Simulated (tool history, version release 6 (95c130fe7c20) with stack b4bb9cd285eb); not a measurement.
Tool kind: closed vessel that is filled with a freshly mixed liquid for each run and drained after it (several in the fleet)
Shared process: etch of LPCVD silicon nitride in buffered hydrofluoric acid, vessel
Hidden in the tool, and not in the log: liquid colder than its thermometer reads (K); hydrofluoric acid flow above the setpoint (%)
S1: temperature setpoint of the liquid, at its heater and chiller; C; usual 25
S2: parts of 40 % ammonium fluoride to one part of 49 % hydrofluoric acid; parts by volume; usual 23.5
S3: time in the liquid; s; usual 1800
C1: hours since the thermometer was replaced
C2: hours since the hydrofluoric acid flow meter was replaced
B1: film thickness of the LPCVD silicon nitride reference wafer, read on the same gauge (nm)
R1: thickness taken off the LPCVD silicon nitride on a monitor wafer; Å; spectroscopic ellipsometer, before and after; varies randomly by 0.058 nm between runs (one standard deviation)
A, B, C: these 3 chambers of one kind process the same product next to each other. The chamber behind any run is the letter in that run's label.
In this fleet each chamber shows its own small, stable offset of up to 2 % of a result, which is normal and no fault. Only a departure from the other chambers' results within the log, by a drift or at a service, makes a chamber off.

run   hour    S1    S2    S3      C1      C2      B1      R1
 1B   13.3    25  23.5  1800  1528.9     993  40.009  126.08
 2C   20.7    25  23.5  1800   398.9   588.8  40.029   125.6
      23.7  -- chamber A: hydrofluoric acid flow meter replaced
 3A   32.1    25  23.5  1800    54.1     8.4  40.001  129.86
 4B   44.4    25  23.5  1800    1560  1024.1  39.995   126.8
 5A   57.2    25  23.5  2410    79.2    33.5  39.979     173
 6C   65.3    25  23.5  2410   443.5   633.4  39.977  169.98
 7B   79.3    25  23.5  2410  1594.9    1059  39.992  169.35
 8A     93    25  23.5  1800     115    69.3  39.993  130.14
 9C  107.4    25  23.5  1800   485.6   675.5  39.985  126.34
10A  119.6    25  23.5  1800   141.6    95.9  39.994  131.48
11C  129.8    25  23.5  1800     508   697.9  40.018  125.93
12B  136.4    25  23.5  1800    1652  1116.1  40.019  127.17
13A  144.8    25  23.5  1800   166.8   121.1  39.967  129.65
14B    157    25  23.5  1800  1672.6  1136.7   39.96  126.08
15C  164.3    25  23.5  1800   542.5   732.4  40.001  126.36
16B  176.1    25  23.5  1800  1691.7  1155.8  40.033   126.3
17A  190.9    22  23.5  2650   212.9   167.2  39.987  162.07
18C  198.8    22  23.5  2650     577   766.9  39.967  159.97
19C  209.6    22  23.5  2650   587.8   777.7  39.979  160.44
20B  217.8    25  23.5  1800  1733.4  1197.5  40.013  127.53
21A  224.8    25  23.5  1800   246.8   201.1   40.03  128.69
22A  238.9    25  23.5  1800   260.9   215.2  39.993  129.87
23C  250.3    25  23.5  1800   628.5   818.4  39.972  128.37
24B  259.6    25  23.5  1800  1775.2  1239.3  40.039  125.62
25A  274.1    25  23.5  1800   296.1   250.4  40.005  129.66
26B  287.3    25  23.5  1800  1802.9    1267   39.98  126.66
27C  298.1    25  23.5  1800   676.3   866.2  39.969  129.64
28C  312.2    25  23.5  1800   690.4   880.3  39.984  130.32
29A  321.4    25  23.5  1800   343.4   297.7  40.025  130.47
30B  333.5    25  23.5  1800  1849.1  1313.2  40.013  126.77
31A  343.6    25  23.5  1800   365.6   319.9  39.953  129.46
32B  354.3    25  23.5  1800  1869.9    1334  39.988  126.42
33C  367.2    25  23.5  1800   745.4   935.3  39.992  130.72
34B  379.6    25  23.5  1800  1895.2  1359.3  39.995  126.48
35C  392.5    25  23.5  1800   770.7   960.6  39.987  131.69
36A  405.9  29.5  23.5  1800   427.9   382.2  39.979  166.59

Predict what each chamber gives when all 3 of them run the settings below next.
37A  416.5  25  23.5  1800               ?
37B  416.5  25  23.5  1800               ?
37C  416.5  25  23.5  1800               ?

run      R1
37A  129.88
37B  126.34
37C  133.58

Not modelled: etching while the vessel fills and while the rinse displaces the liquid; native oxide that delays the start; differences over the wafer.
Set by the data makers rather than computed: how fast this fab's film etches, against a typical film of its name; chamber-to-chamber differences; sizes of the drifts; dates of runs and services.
